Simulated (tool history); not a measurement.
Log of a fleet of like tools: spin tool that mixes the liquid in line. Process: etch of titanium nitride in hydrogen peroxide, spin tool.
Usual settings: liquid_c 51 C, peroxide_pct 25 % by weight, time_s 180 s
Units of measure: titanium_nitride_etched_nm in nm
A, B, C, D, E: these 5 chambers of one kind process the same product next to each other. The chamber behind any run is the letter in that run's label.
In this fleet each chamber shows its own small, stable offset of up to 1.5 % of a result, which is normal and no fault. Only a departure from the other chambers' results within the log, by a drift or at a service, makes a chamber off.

run	hour	liquid_c	peroxide_pct	time_s	hours since the thermometer was replaced	hours since the peroxide flow meter was replaced	hours since the heated supply line was repaired	hours since the drum of peroxide was connected	read-back film thickness of the titanium nitride reference wafer, read on the same gauge (nm)	titanium_nitride_etched_nm
1C	7	51	25	180	331.7	15.3	1425.4	372.1	59.986	5.1681
2E	16.6	51	25	180	1173	646.3	2128.6	456.3	59.998	5.2495
# hour 21.6: chamber B: heated supply line repaired
3B	24.1	51	25	180	611.8	1454.7	2.5	596.7	60.004	5.2082
4D	32.9	51	25	180	672.6	1096.8	97.1	1074.9	59.986	5.264
5A	40.9	51	25	180	596.8	1190.3	1539.7	1194.4	59.987	5.2198
# hour 42.3: chamber D: new drum of peroxide connected
6C	45.6	51	25	225	370.3	53.9	1464	410.7	60.018	6.4329
7A	50.2	51	25	225	606.1	1199.6	1549	1203.7	60.02	6.5629
# hour 52: chamber B: new drum of peroxide connected
8E	56.5	51	25	225	1212.9	686.2	2168.5	496.2	59.977	6.5252
9D	65.3	51	25	225	705	1129.2	129.5	23	60.01	6.5048
10B	73.4	51	25	225	661.1	1504	51.8	21.5	59.999	6.5024
11B	79.4	51	29.5	120	667.1	1510	57.8	27.5	60.008	3.6228
12E	88.6	51	29.5	120	1245	718.3	2200.6	528.3	60.008	3.66
# hour 90.7: chamber A: peroxide flow meter replaced
13C	94.1	51	29.5	120	418.8	102.4	1512.5	459.2	60.009	3.5871
14D	98.5	51	29.5	120	738.2	1162.4	162.7	56.2	60.005	3.6478
15A	106.4	51	29.5	120	662.3	15.7	1605.2	1259.9	59.99	3.6339
16D	114.9	51	25	180	754.6	1178.8	179.1	72.6	60.004	5.2213
17C	120.1	51	25	180	444.8	128.4	1538.5	485.2	60.012	5.1736
18B	125	51	25	180	712.7	1555.6	103.4	73.1	60.009	5.2323
19A	131.7	51	25	180	687.6	41	1630.5	1285.2	59.988	5.2551
20E	140.2	51	25	180	1296.6	769.9	2252.2	579.9	59.985	5.3986
21C	147.4	51	30	180	472.1	155.7	1565.8	512.5	60.006	5.4087
22B	152	51	30	180	739.7	1582.6	130.4	100.1	60.003	5.4638
# hour 158.6: chamber A: new drum of peroxide connected
23A	161.5	51	30	180	717.4	70.8	1660.3	2.9	60.001	5.3879
24E	169.3	51	30	180	1325.7	799	2281.3	609	60.005	5.6136
25D	178.6	51	30	180	818.3	1242.5	242.8	136.3	59.989	5.4447
26C	185.3	51	25	180	510	193.6	1603.7	550.4	60.005	5.1883
# hour 189.3: chamber B: thermometer replaced
27D	190.2	51	19.5	245	829.9	1254.1	254.4	147.9	60.015	6.7894
28E	200.1	51	19.5	245	1356.5	829.8	2312.1	639.8	60.008	6.9761
29A	206.4	51	19.5	245	762.3	115.7	1705.2	47.8	59.991	6.7163
# hour 206.6: chamber E: new drum of peroxide connected
30B	212	51	19.5	245	22.7	1642.6	190.4	160.1	59.989	6.7298
31A	220.5	51	19.5	245	776.4	129.8	1719.3	61.9	59.999	6.8266
32B	226.9	51	25	180	37.6	1657.5	205.3	175	59.983	5.2888
33C	232.7	51	25	180	557.4	241	1651.1	597.8	60.011	5.1314
34E	239.5	51	25	180	1395.9	869.2	2351.5	33	59.993	5.5268
35D	246.2	51	25	275	885.9	1310.1	310.4	203.9	59.996	8.0598
# hour 246.6: chamber C: new drum of peroxide connected
36D	254.7	51	25	275	894.4	1318.6	318.9	212.4	60.014	8.024
37C	260.8	51	25	275	585.5	269.1	1679.2	14.3	60.002	7.8542
38A	266	51	25	275	821.9	175.3	1764.8	107.4	60.021	7.9344
39B	275	51	25	275	85.7	1705.6	253.4	223.1	60.012	7.9686
40E	281.5	51	25	125	1437.9	911.2	2393.5	75	59.997	3.8227
41E	288.1	51	25	125	1444.5	917.8	2400.1	81.6	60.003	3.8135
42A	293.5	51	25	125	849.4	202.8	1792.3	134.9	60.003	3.6238
43B	298.8	51	25	125	109.5	1729.4	277.2	246.9	59.996	3.631
44D	306.7	51	25	125	946.4	1370.6	370.9	264.4	60.009	3.6654

Each of the 5 chambers runs these same settings next. Fill in every chamber's results:
45A	313.9	51	25	180						?
45B	313.9	51	25	180						?
45C	313.9	51	25	180						?
45D	313.9	51	25	180						?
45E	313.9	51	25	180						?

run	titanium_nitride_etched_nm
45A	5.2327
45B	5.2129
45C	5.1546
45D	5.3093
45E	5.5709
